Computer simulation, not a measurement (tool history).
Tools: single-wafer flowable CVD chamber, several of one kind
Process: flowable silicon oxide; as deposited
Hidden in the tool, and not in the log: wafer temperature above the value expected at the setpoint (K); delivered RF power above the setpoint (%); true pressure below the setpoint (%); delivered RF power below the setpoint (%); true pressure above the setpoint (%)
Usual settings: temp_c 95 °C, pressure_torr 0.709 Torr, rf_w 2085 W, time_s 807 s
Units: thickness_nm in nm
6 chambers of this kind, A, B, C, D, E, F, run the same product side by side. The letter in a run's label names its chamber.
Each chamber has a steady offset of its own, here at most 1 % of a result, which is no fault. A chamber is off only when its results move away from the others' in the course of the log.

run	hour	temp_c	pressure_torr	rf_w	time_s	hours since the last thermocouple change	hours since the last RF generator calibration	hours since the last manometer calibration	read-back reference wafer on the same gauge, thickness_nm	thickness_nm
1C	13.4	95	0.709	2085	807	929.7	307.9	1019	523.86	496.4
2F	24.6	95	0.709	2085	807	1282.1	411.8	713.1	523.65	496.9
3B	31.4	95	0.709	2085	807	2022.7	1154.9	1129	524.03	494.66
4D	39.8	95	0.709	2085	807	1334.5	57.3	870	524.2	498.83
5E	46.3	95	0.709	2085	807	1876.8	359.1	127.1	524.38	493.96
6A	55.1	95	0.709	2085	807	714.9	955.8	2077	523.29	498.71
7F	63.9	95	0.709	2085	807	1321.4	451.1	752.4	524.48	498.81
8E	73.2	95	0.709	2085	807	1903.7	386	154	524.12	498.56
9B	84.9	95	0.709	2085	807	2076.2	1208.4	1182.5	524.17	494.96
10D	98.4	95	0.709	1820	712	1393.1	115.9	928.6	523.69	428.3
# hour 102.5: chamber F: thermocouple changed; heater temperature recalibrated
11C	106.1	95	0.709	1820	712	1022.4	400.6	1111.7	523.71	419.36
12A	114.4	95	0.709	1820	712	774.2	1015.1	2136.3	523.99	424.96
13C	127.8	95	0.709	1820	712	1044.1	422.3	1133.4	524.21	424.3
14D	140.8	95	0.709	1820	712	1435.5	158.3	971	523.62	425.66
15F	149.6	95	0.709	1820	712	47.2	536.8	838.1	523.58	427.24
16B	161.4	108	0.709	2085	856	2152.7	1284.9	1259	523.27	344.31
# hour 164.1: chamber E: thermocouple changed; heater temperature recalibrated
17A	168	108	0.709	2085	856	827.8	1068.7	2189.9	524.22	346.43
18E	174.7	108	0.709	2085	856	10.7	487.5	255.5	523.49	340.78
19D	186.9	108	0.709	2085	856	1481.6	204.4	1017.1	524.34	346.02
# hour 193.1: chamber B: thermocouple changed; heater temperature recalibrated
20E	195.5	108	0.709	2085	856	31.5	508.3	276.3	524.12	338.47
21A	205.1	108	0.709	2085	856	864.9	1105.8	2227	523.83	345.91
22B	216.8	95	0.581	2085	678	23.8	1340.3	1314.4	523.78	304.17
23F	228	95	0.581	2085	678	125.6	615.2	916.5	524.42	321.09
24C	234.9	95	0.581	2085	678	1151.2	529.4	1240.5	523.93	314.31
25E	244.1	95	0.581	2085	678	80.1	556.9	324.9	523.76	314.29
26A	257.6	95	0.581	2085	678	917.4	1158.3	2279.5	523.81	320.09
27B	263.9	95	0.581	2085	678	70.9	1387.4	1361.5	523.6	306.62
28C	276.6	95	0.709	2085	807	1192.9	571.1	1282.2	523.21	495.24
29F	283	95	0.709	2085	807	180.6	670.2	971.5	524.08	496.68
30D	295.2	95	0.709	2085	807	1589.9	312.7	1125.4	524.3	498.09
31F	301.3	95	0.709	2085	807	198.9	688.5	989.8	524.09	499.91
32B	314.5	95	0.709	2085	807	121.5	1438	1412.1	523.98	474.55
33E	327.9	95	0.709	2085	807	163.9	640.7	408.7	523.84	493.75
34D	339.9	95	0.709	2085	807	1634.6	357.4	1170.1	524.25	498.24
35C	351.2	95	0.709	2085	807	1267.5	645.7	1356.8	523.96	492.19
36A	364.1	95	0.709	2085	807	1023.9	1264.8	2386	523.85	499.15
37B	377.4	95	0.709	2085	807	184.4	1500.9	1475	523.64	475.37
38A	384.6	95	0.709	2085	807	1044.4	1285.3	2406.5	524.49	494.32

Next, every chamber runs the same settings. What will each give?
39A	394.5	95	0.83	2085	807					?
39B	394.5	95	0.83	2085	807					?
39C	394.5	95	0.83	2085	807					?
39D	394.5	95	0.83	2085	807					?
39E	394.5	95	0.83	2085	807					?
39F	394.5	95	0.83	2085	807					?

run	thickness_nm
39A	606.56
39B	581.51
39C	604.84
39D	615.79
39E	609.31
39F	608.46
